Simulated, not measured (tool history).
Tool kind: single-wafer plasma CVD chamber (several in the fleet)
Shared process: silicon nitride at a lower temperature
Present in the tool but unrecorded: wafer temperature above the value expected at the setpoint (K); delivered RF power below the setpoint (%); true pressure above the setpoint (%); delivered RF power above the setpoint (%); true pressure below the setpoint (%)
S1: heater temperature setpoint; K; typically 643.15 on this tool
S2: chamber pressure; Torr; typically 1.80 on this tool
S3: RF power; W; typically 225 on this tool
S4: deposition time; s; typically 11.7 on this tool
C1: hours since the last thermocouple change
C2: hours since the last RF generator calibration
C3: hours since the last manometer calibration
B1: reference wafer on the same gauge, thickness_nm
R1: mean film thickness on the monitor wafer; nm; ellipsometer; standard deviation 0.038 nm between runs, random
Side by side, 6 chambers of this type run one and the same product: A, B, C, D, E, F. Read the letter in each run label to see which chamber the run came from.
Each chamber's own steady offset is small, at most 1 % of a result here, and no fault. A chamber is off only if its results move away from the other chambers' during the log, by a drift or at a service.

run   hour      S1    S2   S3    S4      C1      C2      C3      B1      R1
 1A    6.6  643.15  1.80  225  11.7   713.6  2134.4  1139.3  10.493  11.480
 2E   12.7  643.15  1.80  225  11.7  1621.3  1668.0  2106.8  10.508  11.630
 3C   16.4  643.15  1.80  225  11.7   776.9  1840.4  2312.3  10.505  11.482
 4D   20.2  643.15  1.80  225  11.7  1662.2  1536.1   990.5  10.500  11.457
 5F   23.5  643.15  1.80  225  11.7   176.5  1642.3   219.4  10.496  11.430
 6B   26.5  643.15  1.80  225  11.7  1399.4  2566.1   539.4  10.493  11.671
 7F   33.2  643.15  1.80  225  11.7   186.2  1652.0   229.1  10.501  11.444
 8B   39.4  643.15  1.80  225  11.7  1412.3  2579.0   552.3  10.496  11.693
 9A   44.1  643.15  1.80  225  11.7   751.1  2171.9  1176.8  10.504  11.483
10C   48.3  643.15  1.80  225  11.7   808.8  1872.3  2344.2  10.498  11.417
      51.5  -- chamber A: RF generator calibrated
11E   53.1  643.15  1.64  225  11.7  1661.7  1708.4  2147.2  10.510  11.320
12D   59.4  643.15  1.64  225  11.7  1701.4  1575.3  1029.7  10.501  11.236
13A   64.4  643.15  1.64  225  11.7   771.4    12.9  1197.1  10.504  11.207
14E   67.5  643.15  1.64  225  11.7  1676.1  1722.8  2161.6  10.504  11.269
15C   73.6  643.15  1.64  225  11.7   834.1  1897.6  2369.5  10.489  11.185
      75.5  -- chamber B: RF generator calibrated
16D   80.1  643.15  1.64  225  11.7  1722.1  1596.0  1050.4  10.504  11.200
17F   84.7  643.15  1.80  225  11.7   237.7  1703.5   280.6  10.494  11.400
18B   89.7  643.15  1.37  210  11.7  1462.6    14.2   602.6  10.497  10.267
19D   95.5  643.15  1.37  210  11.7  1737.5  1611.4  1065.8  10.500  10.077
20E  100.2  643.15  1.37  210  11.7  1708.8  1755.5  2194.3  10.506  10.137
21A  104.0  643.15  1.37  210  11.7   811.0    52.5  1236.7  10.491  10.100
22C  108.7  643.15  1.37  210  11.7   869.2  1932.7  2404.6  10.498  10.100
23F  113.1  643.15  1.37  210  11.7   266.1  1731.9   309.0  10.503  10.118
24B  118.8  643.15  1.80  225  11.7  1491.7    43.3   631.7  10.498  11.665
25F  124.9  643.15  1.80  225  11.7   277.9  1743.7   320.8  10.499  11.443
26E  129.7  643.15  1.80  225  11.7  1738.3  1785.0  2223.8  10.492  11.596
27D  132.9  643.15  1.80  225  11.7  1774.9  1648.8  1103.2  10.500  11.476
28B  138.3  643.15  2.05  225  11.7  1511.2    62.8   651.2  10.507  12.051
29A  143.7  643.15  2.05  225  11.7   850.7    92.2  1276.4  10.502  11.862
30C  149.7  643.15  2.05  225  11.7   910.2  1973.7  2445.6  10.496  11.805
31B  153.7  643.15  2.05  225  11.7  1526.6    78.2   666.6  10.496  12.085
32D  156.7  643.15  2.05  225  11.7  1798.7  1672.6  1127.0  10.505  11.991
33C  161.0  643.15  2.05  225  11.7   921.5  1985.0  2456.9  10.505  11.911
34F  166.2  643.15  1.80  225  11.7   319.2  1785.0   362.1  10.499  11.382
     168.2  -- chamber E: RF generator calibrated
35A  171.7  643.15  1.80  225  11.7   878.7   120.2  1304.4  10.506  11.534
36E  176.8  643.15  1.80  265  10.1  1785.4     8.7  2270.9  10.495  11.297
37D  181.1  643.15  1.80  265  10.1  1823.1  1697.0  1151.4  10.497  11.136

Each of the 6 chambers runs these same settings next. Fill in every chamber's results:
38A  186.1  657.15  1.80  225  11.7                   ?
38B  186.1  657.15  1.80  225  11.7                   ?
38C  186.1  657.15  1.80  225  11.7                   ?
38D  186.1  657.15  1.80  225  11.7                   ?
38E  186.1  657.15  1.80  225  11.7                   ?
38F  186.1  657.15  1.80  225  11.7                   ?

run      R1
38A  11.471
38B  11.549
38C  11.415
38D  11.479
38E  11.567
38F  11.332
